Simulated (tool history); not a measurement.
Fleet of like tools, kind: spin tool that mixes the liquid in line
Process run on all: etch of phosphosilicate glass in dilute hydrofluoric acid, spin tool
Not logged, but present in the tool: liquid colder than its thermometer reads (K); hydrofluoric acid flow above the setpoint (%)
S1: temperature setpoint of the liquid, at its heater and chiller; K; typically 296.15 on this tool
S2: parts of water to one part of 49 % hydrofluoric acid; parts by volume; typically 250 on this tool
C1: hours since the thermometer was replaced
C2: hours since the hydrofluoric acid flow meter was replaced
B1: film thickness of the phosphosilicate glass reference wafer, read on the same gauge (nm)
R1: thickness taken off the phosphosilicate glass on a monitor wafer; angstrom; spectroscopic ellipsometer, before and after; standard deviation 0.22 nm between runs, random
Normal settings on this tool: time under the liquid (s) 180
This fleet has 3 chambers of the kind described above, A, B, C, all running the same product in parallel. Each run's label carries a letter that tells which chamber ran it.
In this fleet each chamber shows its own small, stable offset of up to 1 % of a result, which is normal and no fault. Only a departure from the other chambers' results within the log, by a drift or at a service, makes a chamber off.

{"run": "1A", "hour": 5.0, "S1": 296.15, "S2": 250, "time under the liquid (s)": 180, "C1": 169.3, "C2": 306.2, "B1": 80.021, "R1": 399.31}
{"run": "2C", "hour": 11.4, "S1": 296.15, "S2": 250, "time under the liquid (s)": 180, "C1": 328.4, "C2": 142.9, "B1": 80.023, "R1": 401.57}
{"run": "3B", "hour": 17.1, "S1": 296.15, "S2": 250, "time under the liquid (s)": 180, "C1": 1677.3, "C2": 234.4, "B1": 79.994, "R1": 406.06}
{"run": "4B", "hour": 21.2, "S1": 296.15, "S2": 250, "time under the liquid (s)": 180, "C1": 1681.4, "C2": 238.5, "B1": 80.003, "R1": 405.5}
{"run": "5A", "hour": 25.4, "S1": 296.15, "S2": 250, "time under the liquid (s)": 180, "C1": 189.7, "C2": 326.6, "B1": 80.022, "R1": 396.03}
{"run": "6C", "hour": 32.3, "S1": 296.15, "S2": 250, "time under the liquid (s)": 180, "C1": 349.3, "C2": 163.8, "B1": 80.013, "R1": 404.88}
{"run": "7A", "hour": 39.6, "S1": 296.15, "S2": 250, "time under the liquid (s)": 180, "C1": 203.9, "C2": 340.8, "B1": 80.001, "R1": 401.47}
{"run": "8B", "hour": 47.0, "S1": 296.15, "S2": 250, "time under the liquid (s)": 180, "C1": 1707.2, "C2": 264.3, "B1": 80.015, "R1": 399.61}
{"run": "9C", "hour": 50.9, "S1": 300.15, "S2": 355, "time under the liquid (s)": 180, "C1": 367.9, "C2": 182.4, "B1": 79.987, "R1": 291.66}
{"run": "10A", "hour": 58.0, "S1": 300.15, "S2": 355, "time under the liquid (s)": 180, "C1": 222.3, "C2": 359.2, "B1": 80.015, "R1": 289.3}
{"run": "11B", "hour": 64.9, "S1": 300.15, "S2": 355, "time under the liquid (s)": 180, "C1": 1725.1, "C2": 282.2, "B1": 79.984, "R1": 292.39}
{"run": "12C", "hour": 71.7, "S1": 296.15, "S2": 305, "time under the liquid (s)": 210, "C1": 388.7, "C2": 203.2, "B1": 80.012, "R1": 367.16}
{"run": "13B", "hour": 78.7, "S1": 296.15, "S2": 305, "time under the liquid (s)": 210, "C1": 1738.9, "C2": 296, "B1": 80.022, "R1": 364.19}
{"run": "14A", "hour": 83.0, "S1": 296.15, "S2": 305, "time under the liquid (s)": 210, "C1": 247.3, "C2": 384.2, "B1": 79.982, "R1": 366.68}
{"run": "15C", "hour": 89.8, "S1": 296.15, "S2": 250, "time under the liquid (s)": 180, "C1": 406.8, "C2": 221.3, "B1": 80.028, "R1": 401.07}
{"run": "16C", "hour": 97.0, "S1": 296.15, "S2": 250, "time under the liquid (s)": 180, "C1": 414, "C2": 228.5, "B1": 80.013, "R1": 401.15}
{"run": "17B", "hour": 104.2, "S1": 296.15, "S2": 250, "time under the liquid (s)": 180, "C1": 1764.4, "C2": 321.5, "B1": 80.044, "R1": 396.24}
{"run": "18A", "hour": 112.6, "S1": 296.15, "S2": 250, "time under the liquid (s)": 180, "C1": 276.9, "C2": 413.8, "B1": 79.955, "R1": 404.58}
{"run": "19B", "hour": 120.3, "S1": 296.15, "S2": 250, "time under the liquid (s)": 180, "C1": 1780.5, "C2": 337.6, "B1": 80.01, "R1": 396.23}
{"run": "20C", "hour": 127.7, "S1": 300.65, "S2": 250, "time under the liquid (s)": 180, "C1": 444.7, "C2": 259.2, "B1": 79.976, "R1": 470.22}
{"run": "21A", "hour": 134.3, "S1": 300.65, "S2": 250, "time under the liquid (s)": 180, "C1": 298.6, "C2": 435.5, "B1": 80.013, "R1": 467.79}
{"run": "22C", "hour": 141.5, "S1": 300.65, "S2": 250, "time under the liquid (s)": 180, "C1": 458.5, "C2": 273, "B1": 80.031, "R1": 469.44}
{"run": "23B", "hour": 148.2, "S1": 296.15, "S2": 250, "time under the liquid (s)": 280, "C1": 1808.4, "C2": 365.5, "B1": 79.994, "R1": 611.46}
{"run": "24A", "hour": 156.7, "S1": 296.15, "S2": 250, "time under the liquid (s)": 280, "C1": 321, "C2": 457.9, "B1": 79.999, "R1": 626.75}
{"run": "25C", "hour": 165.0, "S1": 296.15, "S2": 250, "time under the liquid (s)": 280, "C1": 482, "C2": 296.5, "B1": 80.023, "R1": 626.25}
{"run": "26B", "hour": 172.1, "S1": 297.65, "S2": 250, "time under the liquid (s)": 180, "C1": 1832.3, "C2": 389.4, "B1": 79.974, "R1": 408.86}
{"run": "27A", "hour": 179.1, "S1": 297.65, "S2": 250, "time under the liquid (s)": 180, "C1": 343.4, "C2": 480.3, "B1": 80.008, "R1": 419.07}
{"run": "28B", "hour": 185.0, "S1": 297.65, "S2": 250, "time under the liquid (s)": 180, "C1": 1845.2, "C2": 402.3, "B1": 80.032, "R1": 407.57}
{"run": "29C", "hour": 193.3, "S1": 296.15, "S2": 250, "time under the liquid (s)": 115, "C1": 510.3, "C2": 324.8, "B1": 79.971, "R1": 259.79}
{"run": "30A", "hour": 197.3, "S1": 296.15, "S2": 250, "time under the liquid (s)": 115, "C1": 361.6, "C2": 498.5, "B1": 80.029, "R1": 255.89}
{"run": "31C", "hour": 205.4, "S1": 296.15, "S2": 250, "time under the liquid (s)": 115, "C1": 522.4, "C2": 336.9, "B1": 80.015, "R1": 258.16}
{"run": "32A", "hour": 212.7, "S1": 296.15, "S2": 250, "time under the liquid (s)": 180, "C1": 377, "C2": 513.9, "B1": 79.98, "R1": 400.91}
{"run": "33B", "hour": 220.0, "S1": 292.65, "S2": 250, "time under the liquid (s)": 280, "C1": 1880.2, "C2": 437.3, "B1": 80.043, "R1": 516.13}
{"run": "34C", "hour": 225.2, "S1": 292.65, "S2": 250, "time under the liquid (s)": 280, "C1": 542.2, "C2": 356.7, "B1": 79.99, "R1": 548.56}
{"run": "35A", "hour": 231.2, "S1": 292.65, "S2": 250, "time under the liquid (s)": 280, "C1": 395.5, "C2": 532.4, "B1": 80.004, "R1": 548.48}
{"run": "36B", "hour": 237.7, "S1": 296.15, "S2": 250, "time under the liquid (s)": 180, "C1": 1897.9, "C2": 455, "B1": 80.025, "R1": 375.32}

Next, every chamber runs the same settings. What will each give?
{"run": "37A", "hour": 243.9, "S1": 294.15, "S2": 250, "time under the liquid (s)": 180, "R1": "?"}
{"run": "37B", "hour": 243.9, "S1": 294.15, "S2": 250, "time under the liquid (s)": 180, "R1": "?"}
{"run": "37C", "hour": 243.9, "S1": 294.15, "S2": 250, "time under the liquid (s)": 180, "R1": "?"}

run=37A R1=371.5
run=37B R1=352.45
run=37C R1=377.38
